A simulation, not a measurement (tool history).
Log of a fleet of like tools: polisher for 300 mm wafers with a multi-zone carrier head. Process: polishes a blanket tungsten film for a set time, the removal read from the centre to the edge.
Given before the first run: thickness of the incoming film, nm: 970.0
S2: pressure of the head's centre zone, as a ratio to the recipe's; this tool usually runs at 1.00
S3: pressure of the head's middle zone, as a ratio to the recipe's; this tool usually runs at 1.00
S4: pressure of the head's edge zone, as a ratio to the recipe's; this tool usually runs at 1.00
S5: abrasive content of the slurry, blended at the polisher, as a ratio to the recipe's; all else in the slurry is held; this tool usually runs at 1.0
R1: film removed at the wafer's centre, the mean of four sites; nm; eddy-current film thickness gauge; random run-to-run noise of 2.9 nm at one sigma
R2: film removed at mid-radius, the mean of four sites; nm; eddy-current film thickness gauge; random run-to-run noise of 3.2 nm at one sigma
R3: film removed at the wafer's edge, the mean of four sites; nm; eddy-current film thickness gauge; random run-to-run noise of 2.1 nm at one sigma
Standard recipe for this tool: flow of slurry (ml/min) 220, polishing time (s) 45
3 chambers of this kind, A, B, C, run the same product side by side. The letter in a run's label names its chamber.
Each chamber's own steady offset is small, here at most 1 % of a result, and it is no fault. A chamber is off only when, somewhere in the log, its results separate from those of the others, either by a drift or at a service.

Run 1B, hour 6.6: usual settings. Result: R1 235.18 nm, R2 236.42 nm, R3 238.93 nm.
Run 2C, hour 11.0: usual settings. Result: R1 236.92 nm, R2 237.23 nm, R3 238.19 nm.
At hour 12.5: chamber B: worn pad replaced by a new one.
Run 3A, hour 15.7: usual settings. Result: R1 237.49 nm, R2 236.66 nm, R3 237.57 nm.
At hour 21.6: chamber A: edge zone pressure recalibrated.
Run 4C, hour 22.4: usual settings. Result: R1 228.95 nm, R2 236.09 nm, R3 239.96 nm.
Run 5B, hour 28.8: usual settings. Result: R1 235.17 nm, R2 232.12 nm, R3 238.83 nm.
Run 6A, hour 33.7: usual settings. Result: R1 235.92 nm, R2 236.88 nm, R3 240.61 nm.
At hour 38.4: chamber B: slurry nozzle cleaned.
Run 7B, hour 41.7: usual settings. Result: R1 235.21 nm, R2 237.65 nm, R3 233.96 nm.
At hour 48.5: chamber A: worn pad replaced by a new one.
Run 8C, hour 49.8: usual settings. Result: R1 242.96 nm, R2 231.75 nm, R3 235.15 nm.
Run 9A, hour 56.1: usual settings. Result: R1 238.28 nm, R2 237.02 nm, R3 238.63 nm.
Run 10B, hour 63.3: usual settings but S2 1.04, S3 1.12. Result: R1 249.54 nm, R2 261.63 nm, R3 236.13 nm.
Run 11A, hour 70.2: usual settings but S2 1.04, S3 1.12. Result: R1 246.42 nm, R2 265.95 nm, R3 236.15 nm.
At hour 72.4: chamber B: worn pad replaced by a new one.
Run 12C, hour 78.5: usual settings but S2 1.04, S3 1.12. Result: R1 242.95 nm, R2 254.80 nm, R3 239.97 nm.
Run 13A, hour 86.9: usual settings but S5 0.8. Result: R1 230.23 nm, R2 227.92 nm, R3 227.09 nm.
At hour 89.6: chamber C: edge zone pressure recalibrated.
At hour 91.2: chamber B: centre zone pressure recalibrated.
Run 14C, hour 94.8: usual settings but S5 0.8. Result: R1 222.34 nm, R2 216.90 nm, R3 223.22 nm.
Run 15B, hour 102.8: usual settings but S5 0.8. Result: R1 223.79 nm, R2 219.55 nm, R3 224.25 nm.
Run 16C, hour 107.4: usual settings but flow of slurry (ml/min) 285. Result: R1 235.49 nm, R2 244.51 nm, R3 236.37 nm.
Run 17B, hour 115.8: usual settings but flow of slurry (ml/min) 285. Result: R1 248.24 nm, R2 244.13 nm, R3 241.96 nm.
At hour 120.0: chamber A: worn pad replaced by a new one.
Run 18A, hour 121.2: usual settings but flow of slurry (ml/min) 285. Result: R1 243.94 nm, R2 241.78 nm, R3 239.61 nm.
At hour 125.1: chamber A: centre zone pressure recalibrated.
Run 19C, hour 125.1: usual settings. Result: R1 233.66 nm, R2 231.72 nm, R3 235.50 nm.
At hour 127.7: chamber B: worn pad replaced by a new one.
Run 20A, hour 131.7: usual settings. Result: R1 234.62 nm, R2 234.49 nm, R3 241.06 nm.
Run 21B, hour 139.8: usual settings. Result: R1 231.90 nm, R2 239.65 nm, R3 240.28 nm.
Run 22C, hour 144.3: usual settings but S3 0.91. Result: R1 233.40 nm, R2 209.74 nm, R3 233.98 nm.
Run 23A, hour 151.1: usual settings but S3 0.91. Result: R1 243.47 nm, R2 214.18 nm, R3 240.04 nm.
Run 24B, hour 157.6: usual settings but S3 0.91. Result: R1 234.74 nm, R2 218.73 nm, R3 234.39 nm.
Run 25B, hour 164.3: usual settings but S4 1.04, polishing time (s) 33. Result: R1 172.22 nm, R2 177.50 nm, R3 176.60 nm.
Run 26A, hour 169.6: usual settings but S4 1.04, polishing time (s) 33. Result: R1 175.46 nm, R2 172.92 nm, R3 180.57 nm.
Run 27C, hour 174.4: usual settings but S4 1.04, polishing time (s) 33. Result: R1 170.52 nm, R2 165.20 nm, R3 170.20 nm.
Run 28B, hour 179.3: usual settings. Result: R1 234.43 nm, R2 237.26 nm, R3 238.70 nm.
Run 29C, hour 187.9: usual settings. Result: R1 227.09 nm, R2 222.86 nm, R3 230.57 nm.
At hour 188.9: chamber A: worn pad replaced by a new one.
At hour 191.4: chamber B: worn pad replaced by a new one.
Run 30A, hour 194.7: usual settings. Result: R1 230.59 nm, R2 235.14 nm, R3 235.96 nm.
Run 31C, hour 200.8: usual settings. Result: R1 227.66 nm, R2 222.17 nm, R3 224.92 nm.
Run 32B, hour 208.4: usual settings. Result: R1 234.76 nm, R2 230.41 nm, R3 235.93 nm.
Run 33A, hour 216.6: usual settings. Result: R1 236.26 nm, R2 235.88 nm, R3 240.74 nm.
Run 34C, hour 223.4: usual settings but flow of slurry (ml/min) 280. Result: R1 229.14 nm, R2 230.93 nm, R3 226.96 nm.
Run 35A, hour 231.3: usual settings but flow of slurry (ml/min) 280. Result: R1 245.12 nm, R2 241.48 nm, R3 247.57 nm.
Run 36B, hour 238.7: usual settings but flow of slurry (ml/min) 280. Result: R1 241.34 nm, R2 238.16 nm, R3 241.99 nm.
Run 37A, hour 242.9: usual settings. Result: R1 236.36 nm, R2 238.64 nm, R3 239.91 nm.
Run 38C, hour 248.0: usual settings. Result: R1 219.29 nm, R2 222.11 nm, R3 222.72 nm.
At hour 251.5: chamber B: worn pad replaced by a new one.
Run 39B, hour 256.4: usual settings. Result: R1 234.05 nm, R2 234.41 nm, R3 235.66 nm.
At hour 257.3: chamber A: worn pad replaced by a new one.
Run 40A, hour 263.1: usual settings. Result: R1 236.19 nm, R2 236.86 nm, R3 234.37 nm.
Run 41B, hour 271.5: usual settings. Result: R1 234.14 nm, R2 232.63 nm, R3 238.20 nm.

The same settings go to every chamber for the next run, one line per chamber below. Forecast the results for each:
Run 42A, hour 277.7: usual settings. Result: R1 ?, R2 ?, R3 ?.
Run 42B, hour 277.7: usual settings. Result: R1 ?, R2 ?, R3 ?.
Run 42C, hour 277.7: usual settings. Result: R1 ?, R2 ?, R3 ?.

run      R1      R2      R3
42A  235.11  236.51  238.73
42B  232.04  242.99  234.15
42C  219.30  212.94  219.97

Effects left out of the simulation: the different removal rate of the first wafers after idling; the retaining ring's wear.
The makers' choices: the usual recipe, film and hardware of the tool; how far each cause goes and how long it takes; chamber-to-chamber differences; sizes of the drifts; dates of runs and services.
